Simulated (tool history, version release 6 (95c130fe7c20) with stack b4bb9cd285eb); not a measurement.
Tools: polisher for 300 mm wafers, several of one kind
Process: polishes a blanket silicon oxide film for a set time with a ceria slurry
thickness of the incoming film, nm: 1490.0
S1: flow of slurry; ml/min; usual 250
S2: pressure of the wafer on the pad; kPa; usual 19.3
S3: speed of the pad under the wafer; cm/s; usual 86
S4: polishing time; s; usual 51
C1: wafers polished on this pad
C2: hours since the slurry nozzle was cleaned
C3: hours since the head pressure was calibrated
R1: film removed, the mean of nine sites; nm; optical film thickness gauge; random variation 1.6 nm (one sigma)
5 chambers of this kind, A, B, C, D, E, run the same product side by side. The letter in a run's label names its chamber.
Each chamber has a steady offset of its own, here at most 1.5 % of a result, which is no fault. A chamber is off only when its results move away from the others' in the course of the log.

run 1C hour=10.8 | S1=250 S2=19.3 S3=86 S4=51 | C1=212 C2=471.7 C3=672.4 | R1=162.14
-- hour=12.1 chamber A: worn pad replaced by a new one
run 2D hour=16.5 | S1=250 S2=19.3 S3=86 S4=51 | C1=942 C2=181.6 C3=363.3 | R1=161.27
-- hour=17.2 chamber D: worn pad replaced by a new one
run 3B hour=28.2 | S1=250 S2=19.3 S3=86 S4=51 | C1=580 C2=552.9 C3=894.7 | R1=161.53
run 4E hour=40.4 | S1=250 S2=19.3 S3=86 S4=51 | C1=784 C2=407.8 C3=204.4 | R1=164.49
run 5A hour=46.7 | S1=250 S2=19.3 S3=86 S4=51 | C1=438 C2=107.6 C3=401.9 | R1=160.92
-- hour=47.2 chamber B: worn pad replaced by a new one
run 6D hour=59.9 | S1=250 S2=19.3 S3=86 S4=51 | C1=542 C2=225 C3=406.7 | R1=161.02
-- hour=64.7 chamber E: worn pad replaced by a new one
run 7A hour=70.5 | S1=250 S2=19.3 S3=86 S4=51 | C1=740 C2=131.4 C3=425.7 | R1=161.5
-- hour=75 chamber D: slurry nozzle cleaned
-- hour=77.1 chamber A: worn pad replaced by a new one
-- hour=77.2 chamber C: worn pad replaced by a new one
run 8E hour=80.4 | S1=250 S2=19.3 S3=86 S4=51 | C1=199 C2=447.8 C3=244.4 | R1=166.2
run 9C hour=90.6 | S1=250 S2=19.3 S3=86 S4=51 | C1=170 C2=551.5 C3=752.2 | R1=162.98
-- hour=96.3 chamber D: worn pad replaced by a new one
run 10B hour=101.3 | S1=250 S2=19.3 S3=86 S4=44 | C1=685 C2=626 C3=967.8 | R1=144.11
run 11C hour=111.3 | S1=250 S2=19.3 S3=86 S4=44 | C1=432 C2=572.2 C3=772.9 | R1=136.49
-- hour=120.3 chamber B: worn pad replaced by a new one
run 12D hour=121 | S1=250 S2=19.3 S3=86 S4=44 | C1=314 C2=46.1 C3=467.8 | R1=138.85
run 13B hour=130.4 | S1=250 S2=19.3 S3=86 S4=44 | C1=128 C2=655.1 C3=996.9 | R1=138.34
-- hour=138.3 chamber E: head pressure recalibrated
run 14A hour=141.3 | S1=250 S2=19.3 S3=86 S4=44 | C1=813 C2=202.2 C3=496.5 | R1=135.08
-- hour=145.1 chamber E: worn pad replaced by a new one
run 15E hour=154.6 | S1=250 S2=19.3 S3=86 S4=51 | C1=121 C2=522 C3=16.3 | R1=165.35
-- hour=162.6 chamber A: worn pad replaced by a new one
run 16A hour=165.2 | S1=250 S2=19.3 S3=86 S4=51 | C1=33 C2=226.1 C3=520.4 | R1=158.61
-- hour=166.7 chamber C: worn pad replaced by a new one
-- hour=170.5 chamber D: worn pad replaced by a new one
run 17C hour=178.4 | S1=250 S2=19.3 S3=86 S4=51 | C1=148 C2=639.3 C3=840 | R1=162.8
run 18E hour=185.8 | S1=250 S2=19.3 S3=86 S4=51 | C1=516 C2=553.2 C3=47.5 | R1=163.57
run 19B hour=192.9 | S1=250 S2=19.3 S3=86 S4=51 | C1=919 C2=717.6 C3=1059.4 | R1=162.61
-- hour=202.4 chamber B: worn pad replaced by a new one
run 20D hour=205.6 | S1=250 S2=19.3 S3=86 S4=51 | C1=444 C2=130.7 C3=552.4 | R1=159.23
run 21A hour=217.2 | S1=250 S2=19.3 S3=86 S4=51 | C1=692 C2=278.1 C3=572.4 | R1=155.02
-- hour=217.8 chamber C: slurry nozzle cleaned
run 22B hour=224.8 | S1=250 S2=19.3 S3=86 S4=51 | C1=284 C2=749.5 C3=1091.3 | R1=164.51
-- hour=226.5 chamber E: worn pad replaced by a new one
run 23D hour=235.9 | S1=250 S2=19.3 S3=86 S4=51 | C1=828 C2=161 C3=582.7 | R1=159.94
run 24E hour=242.2 | S1=250 S2=19.3 S3=86 S4=51 | C1=199 C2=609.6 C3=103.9 | R1=163.13
-- hour=245 chamber A: worn pad replaced by a new one
run 25C hour=249.6 | S1=250 S2=19.3 S3=86 S4=51 | C1=1050 C2=31.8 C3=911.2 | R1=163.67
-- hour=253.4 chamber B: slurry nozzle cleaned
-- hour=256.5 chamber C: worn pad replaced by a new one
-- hour=257.4 chamber D: worn pad replaced by a new one
run 26A hour=258.7 | S1=250 S2=19.3 S3=86 S4=51 | C1=174 C2=319.6 C3=613.9 | R1=153.79
run 27E hour=267.2 | S1=250 S2=19.3 S3=86 S4=51 | C1=516 C2=634.6 C3=128.9 | R1=163.19
run 28D hour=274.5 | S1=250 S2=19.3 S3=86 S4=51 | C1=217 C2=199.6 C3=621.3 | R1=163.43
run 29C hour=285.8 | S1=250 S2=19.3 S3=86 S4=51 | C1=372 C2=68 C3=947.4 | R1=159.91
-- hour=286.9 chamber B: worn pad replaced by a new one
run 30B hour=293.5 | S1=250 S2=19.3 S3=86 S4=51 | C1=84 C2=40.1 C3=1160 | R1=164.7
-- hour=295 chamber E: worn pad replaced by a new one
run 31B hour=301.4 | S1=250 S2=19.3 S3=110 S4=34 | C1=184 C2=48 C3=1167.9 | R1=139.28
run 32C hour=314.2 | S1=250 S2=19.3 S3=110 S4=34 | C1=732 C2=96.4 C3=975.8 | R1=136.47
run 33A hour=321.1 | S1=250 S2=19.3 S3=110 S4=34 | C1=965 C2=382 C3=676.3 | R1=129.14
run 34D hour=333.4 | S1=250 S2=19.3 S3=110 S4=34 | C1=963 C2=258.5 C3=680.2 | R1=137.91
-- hour=334.2 chamber D: worn pad replaced by a new one
run 35E hour=341.7 | S1=250 S2=19.3 S3=110 S4=34 | C1=592 C2=709.1 C3=203.4 | R1=141.2
-- hour=346.4 chamber C: worn pad replaced by a new one
run 36D hour=350.5 | S1=250 S2=19.3 S3=86 S4=51 | C1=207 C2=275.6 C3=697.3 | R1=159.76
run 37C hour=363.2 | S1=250 S2=19.3 S3=86 S4=51 | C1=213 C2=145.4 C3=1024.8 | R1=163.06
-- hour=364.3 chamber B: worn pad replaced by a new one
-- hour=368.4 chamber E: slurry nozzle cleaned
-- hour=370.4 chamber E: worn pad replaced by a new one
run 38E hour=374.7 | S1=250 S2=19.3 S3=86 S4=51 | C1=55 C2=6.4 C3=236.4 | R1=165.43
run 39B hour=381.1 | S1=250 S2=19.3 S3=86 S4=51 | C1=213 C2=127.7 C3=1247.6 | R1=162.35

Next, every chamber runs the same settings. What will each give?
run 40A hour=390.6 | S1=250 S2=19.3 S3=86 S4=51 | R1=?
run 40B hour=390.6 | S1=250 S2=19.3 S3=86 S4=51 | R1=?
run 40C hour=390.6 | S1=250 S2=19.3 S3=86 S4=51 | R1=?
run 40D hour=390.6 | S1=250 S2=19.3 S3=86 S4=51 | R1=?
run 40E hour=390.6 | S1=250 S2=19.3 S3=86 S4=51 | R1=?

run=40A R1=147.82
run=40B R1=164.18
run=40C R1=162.32
run=40D R1=159.81
run=40E R1=165.2
